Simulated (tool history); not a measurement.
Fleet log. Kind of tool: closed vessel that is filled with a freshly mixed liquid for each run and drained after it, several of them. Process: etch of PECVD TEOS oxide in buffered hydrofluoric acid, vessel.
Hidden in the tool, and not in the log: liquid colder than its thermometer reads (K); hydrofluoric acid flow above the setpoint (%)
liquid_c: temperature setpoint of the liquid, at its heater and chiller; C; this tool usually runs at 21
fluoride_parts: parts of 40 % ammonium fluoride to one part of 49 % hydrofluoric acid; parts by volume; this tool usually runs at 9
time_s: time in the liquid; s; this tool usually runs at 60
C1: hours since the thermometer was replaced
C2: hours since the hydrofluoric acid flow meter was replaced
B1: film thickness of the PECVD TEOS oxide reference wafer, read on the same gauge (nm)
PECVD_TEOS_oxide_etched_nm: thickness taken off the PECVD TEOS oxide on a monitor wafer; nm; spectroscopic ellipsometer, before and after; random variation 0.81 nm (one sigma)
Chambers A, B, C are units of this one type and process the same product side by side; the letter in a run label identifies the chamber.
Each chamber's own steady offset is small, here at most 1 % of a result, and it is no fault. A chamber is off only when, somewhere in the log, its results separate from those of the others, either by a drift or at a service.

Run 1C, day 0.112: usual settings; C1 724; C2 1065.6; B1 139.99. Result: PECVD_TEOS_oxide_etched_nm 194.92 nm.
Run 2A, day 0.283: usual settings; C1 951.6; C2 1535.9; B1 139.99. Result: PECVD_TEOS_oxide_etched_nm 198.37 nm.
Run 3B, day 0.4: usual settings; C1 1674.2; C2 760.1; B1 140.07. Result: PECVD_TEOS_oxide_etched_nm 199.98 nm.
Run 4B, day 0.508: usual settings; C1 1676.8; C2 762.7; B1 140.02. Result: PECVD_TEOS_oxide_etched_nm 199.11 nm.
Run 5C, day 0.675: usual settings but fluoride_parts 8 parts by volume, time_s 35 s; C1 737.5; C2 1079.1; B1 140.01. Result: PECVD_TEOS_oxide_etched_nm 128.87 nm.
Run 6A, day 0.867: usual settings but fluoride_parts 8 parts by volume, time_s 35 s; C1 965.6; C2 1549.9; B1 140.08. Result: PECVD_TEOS_oxide_etched_nm 132.19 nm.
Run 7A, day 0.996: usual settings but fluoride_parts 8 parts by volume, time_s 35 s; C1 968.7; C2 1553; B1 139.98. Result: PECVD_TEOS_oxide_etched_nm 132.05 nm.
Run 8C, day 1.079: usual settings; C1 747.2; C2 1088.8; B1 140. Result: PECVD_TEOS_oxide_etched_nm 196.92 nm.
Run 9B, day 1.196: usual settings; C1 1693.3; C2 779.2; B1 140.03. Result: PECVD_TEOS_oxide_etched_nm 198.52 nm.
Run 10C, day 1.296: usual settings; C1 752.4; C2 1094; B1 140.03. Result: PECVD_TEOS_oxide_etched_nm 195.38 nm.
Run 11A, day 1.417: usual settings; C1 978.8; C2 1563.1; B1 140.01. Result: PECVD_TEOS_oxide_etched_nm 198.91 nm.
At day 1.5: chamber C: hydrofluoric acid flow meter replaced.
Run 12B, day 1.554: usual settings; C1 1701.9; C2 787.8; B1 139.96. Result: PECVD_TEOS_oxide_etched_nm 197.9 nm.
Run 13B, day 1.65: usual settings; C1 1704.2; C2 790.1; B1 140. Result: PECVD_TEOS_oxide_etched_nm 198.75 nm.
Run 14A, day 1.833: usual settings; C1 988.8; C2 1573.1; B1 140. Result: PECVD_TEOS_oxide_etched_nm 197.16 nm.
Run 15C, day 1.938: usual settings; C1 767.8; C2 10.5; B1 139.98. Result: PECVD_TEOS_oxide_etched_nm 195.81 nm.
Run 16C, day 2.092: usual settings but liquid_c 22.5 C, fluoride_parts 6 parts by volume; C1 771.5; C2 14.2; B1 139.98. Result: PECVD_TEOS_oxide_etched_nm 318.15 nm.
Run 17B, day 2.279: usual settings but liquid_c 22.5 C, fluoride_parts 6 parts by volume; C1 1719.3; C2 805.2; B1 140. Result: PECVD_TEOS_oxide_etched_nm 323.81 nm.
Run 18A, day 2.45: usual settings but liquid_c 22.5 C, fluoride_parts 6 parts by volume; C1 1003.6; C2 1587.9; B1 140.05. Result: PECVD_TEOS_oxide_etched_nm 318.45 nm.
Run 19A, day 2.579: usual settings; C1 1006.7; C2 1591; B1 139.94. Result: PECVD_TEOS_oxide_etched_nm 197.39 nm.
Run 20B, day 2.688: usual settings but fluoride_parts 7 parts by volume, time_s 50 s; C1 1729.1; C2 815; B1 140.03. Result: PECVD_TEOS_oxide_etched_nm 217.68 nm.
Run 21C, day 2.862: usual settings but fluoride_parts 7 parts by volume, time_s 50 s; C1 790; C2 32.7; B1 140.01. Result: PECVD_TEOS_oxide_etched_nm 212.03 nm.
Run 22B, day 2.962: usual settings but fluoride_parts 7 parts by volume, time_s 50 s; C1 1735.7; C2 821.6; B1 139.96. Result: PECVD_TEOS_oxide_etched_nm 217.78 nm.
Run 23A, day 3.088: usual settings but time_s 35 s; C1 1018.9; C2 1603.2; B1 140.01. Result: PECVD_TEOS_oxide_etched_nm 114.68 nm.
Run 24C, day 3.262: usual settings but time_s 35 s; C1 799.6; C2 42.3; B1 140.01. Result: PECVD_TEOS_oxide_etched_nm 115.44 nm.
At day 3.375: chamber C: thermometer replaced.
Run 25A, day 3.438: usual settings but time_s 35 s; C1 1027.3; C2 1611.6; B1 140.01. Result: PECVD_TEOS_oxide_etched_nm 113.84 nm.
Run 26C, day 3.558: usual settings; C1 4.5; C2 49.4; B1 140.01. Result: PECVD_TEOS_oxide_etched_nm 196.2 nm.
Run 27B, day 3.704: usual settings but fluoride_parts 11 parts by volume, time_s 30 s; C1 1753.5; C2 839.4; B1 140.01. Result: PECVD_TEOS_oxide_etched_nm 85.04 nm.
Run 28B, day 3.796: usual settings but fluoride_parts 11 parts by volume, time_s 30 s; C1 1755.7; C2 841.6; B1 140. Result: PECVD_TEOS_oxide_etched_nm 85.249 nm.
Run 29C, day 3.933: usual settings but fluoride_parts 11 parts by volume, time_s 30 s; C1 13.5; C2 58.4; B1 140.03. Result: PECVD_TEOS_oxide_etched_nm 83.708 nm.
Run 30A, day 4.046: usual settings; C1 1041.9; C2 1626.2; B1 139.98. Result: PECVD_TEOS_oxide_etched_nm 194.41 nm.
Run 31C, day 4.133: usual settings; C1 18.3; C2 63.2; B1 139.99. Result: PECVD_TEOS_oxide_etched_nm 197.5 nm.
Run 32A, day 4.288: usual settings but liquid_c 25 C, fluoride_parts 8 parts by volume; C1 1047.7; C2 1632; B1 140.03. Result: PECVD_TEOS_oxide_etched_nm 277.24 nm.
Run 33B, day 4.383: usual settings but liquid_c 25 C, fluoride_parts 8 parts by volume; C1 1769.8; C2 855.7; B1 140.03. Result: PECVD_TEOS_oxide_etched_nm 281.31 nm.
Run 34C, day 4.529: usual settings but liquid_c 25 C, fluoride_parts 8 parts by volume; C1 27.8; C2 72.7; B1 140. Result: PECVD_TEOS_oxide_etched_nm 276.67 nm.
Run 35B, day 4.633: usual settings; C1 1775.8; C2 861.7; B1 140.01. Result: PECVD_TEOS_oxide_etched_nm 198.31 nm.
Run 36A, day 4.762: usual settings; C1 1059.1; C2 1643.4; B1 139.97. Result: PECVD_TEOS_oxide_etched_nm 194.32 nm.
Run 37B, day 4.862: usual settings; C1 1781.3; C2 867.2; B1 140. Result: PECVD_TEOS_oxide_etched_nm 199.71 nm.
Run 38C, day 4.958: usual settings; C1 38.1; C2 83; B1 139.98. Result: PECVD_TEOS_oxide_etched_nm 195.78 nm.
Run 39A, day 5.079: usual settings; C1 1066.7; C2 1651; B1 140.02. Result: PECVD_TEOS_oxide_etched_nm 191.58 nm.

Which is it: a chamber that has drifted or been left off by a service, a gauge drift common to all chambers, or only each chamber's usual small offset? If a chamber is off, name it and its likeliest cause.

One chamber, A, drifts off from the rest bit by bit.
Cause: liquid colder than its thermometer reads (K) = 0.668.
Not necessarily distinguishable in this log from: hydrofluoric acid flow below the setpoint (%).

Chamber A could run next with any of the 4 candidate recipes listed below; each alters the usual settings, and their results appear as question marks. Which one brings its results back in line with what the other chambers deliver on the usual settings?
Counts as in line when no further than this from what the other chambers average on the usual settings: PECVD_TEOS_oxide_etched_nm 2.9 nm
Run 40A-1, day 5.217: usual settings but fluoride_parts 9.5 parts by volume. Result: PECVD_TEOS_oxide_etched_nm ?.
Run 40A-2, day 5.217: usual settings but liquid_c 22 C. Result: PECVD_TEOS_oxide_etched_nm ?.
Run 40A-3, day 5.217: usual settings but liquid_c 21.5 C. Result: PECVD_TEOS_oxide_etched_nm ?.
Run 40A-4, day 5.217: usual settings but liquid_c 20.5 C, fluoride_parts 9.5 parts by volume. Result: PECVD_TEOS_oxide_etched_nm ?.

On the usual settings, the other chambers give on average: PECVD_TEOS_oxide_etched_nm 197.79 nm
  run  PECVD_TEOS_oxide_etched_nm
40A-1                      185.99
40A-2                      203.44
40A-3                      197.86
40A-4                      180.86
The right change is 40A-3: it brings the chamber back within the allowed miss of the others.

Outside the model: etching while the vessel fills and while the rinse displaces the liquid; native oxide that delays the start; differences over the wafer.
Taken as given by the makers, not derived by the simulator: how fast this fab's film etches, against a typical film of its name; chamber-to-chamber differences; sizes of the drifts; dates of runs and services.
